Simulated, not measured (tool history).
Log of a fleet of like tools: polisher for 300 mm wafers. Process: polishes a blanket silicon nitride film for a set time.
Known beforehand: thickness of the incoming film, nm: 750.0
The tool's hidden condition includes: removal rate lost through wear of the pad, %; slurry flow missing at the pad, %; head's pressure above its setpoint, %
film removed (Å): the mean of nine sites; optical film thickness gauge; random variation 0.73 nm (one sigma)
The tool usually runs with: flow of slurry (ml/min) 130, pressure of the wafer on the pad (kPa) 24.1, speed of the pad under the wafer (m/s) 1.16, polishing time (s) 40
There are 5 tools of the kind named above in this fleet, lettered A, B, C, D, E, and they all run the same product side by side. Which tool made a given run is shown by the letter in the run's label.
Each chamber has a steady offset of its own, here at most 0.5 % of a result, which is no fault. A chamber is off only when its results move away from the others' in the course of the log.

run   hour  flow of slurry (ml/min)  pressure of the wafer on the pad (kPa)  speed of the pad under the wafer (m/s)  polishing time (s)  wafers polished on this pad  hours since the slurry nozzle was cleaned  hours since the head pressure was calibrated  film removed (Å)
       0.2  -- chamber E: worn pad replaced by a new one
 1D    6.8                      130                                    24.1                                    1.16                  40                          391                                      191.7                                         303.5            692.39
 2A   10.2                      130                                    24.1                                    1.16                  40                          642                                      127.2                                         155.9            692.20
      13.2  -- chamber D: slurry nozzle cleaned
      13.3  -- chamber B: worn pad replaced by a new one
 3B   14.2                      130                                    24.1                                    1.16                  40                           13                                      338.3                                         568.1            695.33
 4C   18.2                      130                                    24.1                                    1.16                  40                          445                                      414.7                                         239.1            701.92
      18.8  -- chamber A: worn pad replaced by a new one
 5E   24.7                      130                                    24.1                                    1.16                  40                          345                                       25.5                                         406.4            688.51
      30.6  -- chamber B: slurry nozzle cleaned
 6E   31.4                      130                                    24.1                                    1.16                  40                          440                                       32.2                                         413.1            691.68
 7A   34.3                      130                                    24.1                                    1.16                  40                          219                                      151.3                                         180.0            683.00
 8B   39.4                      130                                    24.1                                    1.16                  40                          368                                        8.9                                         593.3            711.61
 9D   44.0                      130                                    24.1                                    1.16                  40                          915                                       30.8                                         340.7            689.73
      45.2  -- chamber D: worn pad replaced by a new one
10C   49.0                      130                                    24.1                                    1.16                  40                          879                                      445.5                                         269.9            686.85
11E   55.1                      130                                    20.7                                    1.16                  46                          774                                       55.9                                         436.8            700.76
12B   58.3                      130                                    20.7                                    1.16                  46                          634                                       27.8                                         612.2            694.02
13D   64.6                      130                                    20.7                                    1.16                  46                          274                                       51.4                                         361.3            685.54
14C   68.8                      130                                    20.7                                    1.16                  46                         1158                                      465.3                                         289.7            680.53
15A   74.9                      130                                    20.7                                    1.16                  46                          791                                      191.9                                         220.6            680.71
16D   79.9                      130                                    24.1                                    1.16                  40                          490                                       66.7                                         376.6            703.47
17C   83.4                      130                                    24.1                                    1.16                  40                         1364                                      479.9                                         304.3            724.22
      88.0  -- chamber A: worn pad replaced by a new one
18A   88.6                      130                                    24.1                                    1.16                  40                            8                                      205.6                                         234.3            695.67
      90.0  -- chamber C: slurry nozzle cleaned
19E   92.1                      130                                    24.1                                    1.16                  40                         1295                                       92.9                                         473.8            694.17
      93.2  -- chamber B: worn pad replaced by a new one
      94.1  -- chamber C: worn pad replaced by a new one
20B   95.6                      130                                    24.1                                    1.16                  40                           35                                       65.1                                         649.5            702.91
     100.2  -- chamber D: worn pad replaced by a new one
21B  101.5                      130                                    24.1                                    1.42                  28                          118                                       71.0                                         655.4            576.54
22A  106.4                      130                                    24.1                                    1.42                  28                          259                                      223.4                                         252.1            564.79
23C  110.6                      130                                    24.1                                    1.42                  28                          233                                       20.7                                         331.5            586.99
     114.2  -- chamber E: worn pad replaced by a new one
24E  115.8                      130                                    24.1                                    1.42                  28                           23                                      116.6                                         497.5            575.02
     119.6  -- chamber B: head pressure recalibrated
25D  121.9                      130                                    24.1                                    1.42                  28                          307                                      108.7                                         418.6            568.28
26B  125.6                      130                                    24.1                                    1.16                  40                          457                                       95.1                                           6.1            696.45
27D  129.4                      130                                    24.1                                    1.16                  40                          412                                      116.2                                         426.1            692.06
28A  132.5                      130                                    24.1                                    1.16                  40                          627                                      249.5                                         278.2            697.71
29E  136.7                      130                                    24.1                                    1.16                  40                          317                                      137.5                                         518.4            697.01
30C  142.1                      130                                    24.1                                    1.16                  40                          677                                       52.2                                         363.0            739.67
31A  145.7                      130                                    24.1                                    1.16                  40                          813                                      262.7                                         291.4            688.71
32D  151.3                      130                                    24.1                                    1.16                  40                          721                                      138.1                                         448.0            693.37
     153.6  -- chamber A: worn pad replaced by a new one
     154.0  -- chamber D: worn pad replaced by a new one
33C  156.0                      130                                    24.1                                    1.16                  40                          873                                       66.1                                         376.9            738.28
34E  160.3                      130                                    24.1                                    1.16                  40                          650                                      161.1                                         542.0            677.97
35B  165.5                      130                                    24.1                                    1.16                  40                         1020                                      135.0                                          46.0            694.24
36D  170.3                      130                                    24.1                                    1.16                  40                          230                                      157.1                                         467.0            696.04
37C  176.4                      130                                    24.1                                    1.16                  40                         1161                                       86.5                                         397.3            778.34
38A  180.0                      130                                    24.1                                    1.16                  40                          372                                      297.0                                         325.7            683.03

Predict what each chamber gives when all 5 of them run the settings below next.
39A  184.9                      160                                    24.1                                    1.16                  40                                                                                                                                       ?
39B  184.9                      160                                    24.1                                    1.16                  40                                                                                                                                       ?
39C  184.9                      160                                    24.1                                    1.16                  40                                                                                                                                       ?
39D  184.9                      160                                    24.1                                    1.16                  40                                                                                                                                       ?
39E  184.9                      160                                    24.1                                    1.16                  40                                                                                                                                       ?

run  film removed (Å)
39A            722.27
39B            719.77
39C            799.96
39D            725.61
39E            722.29
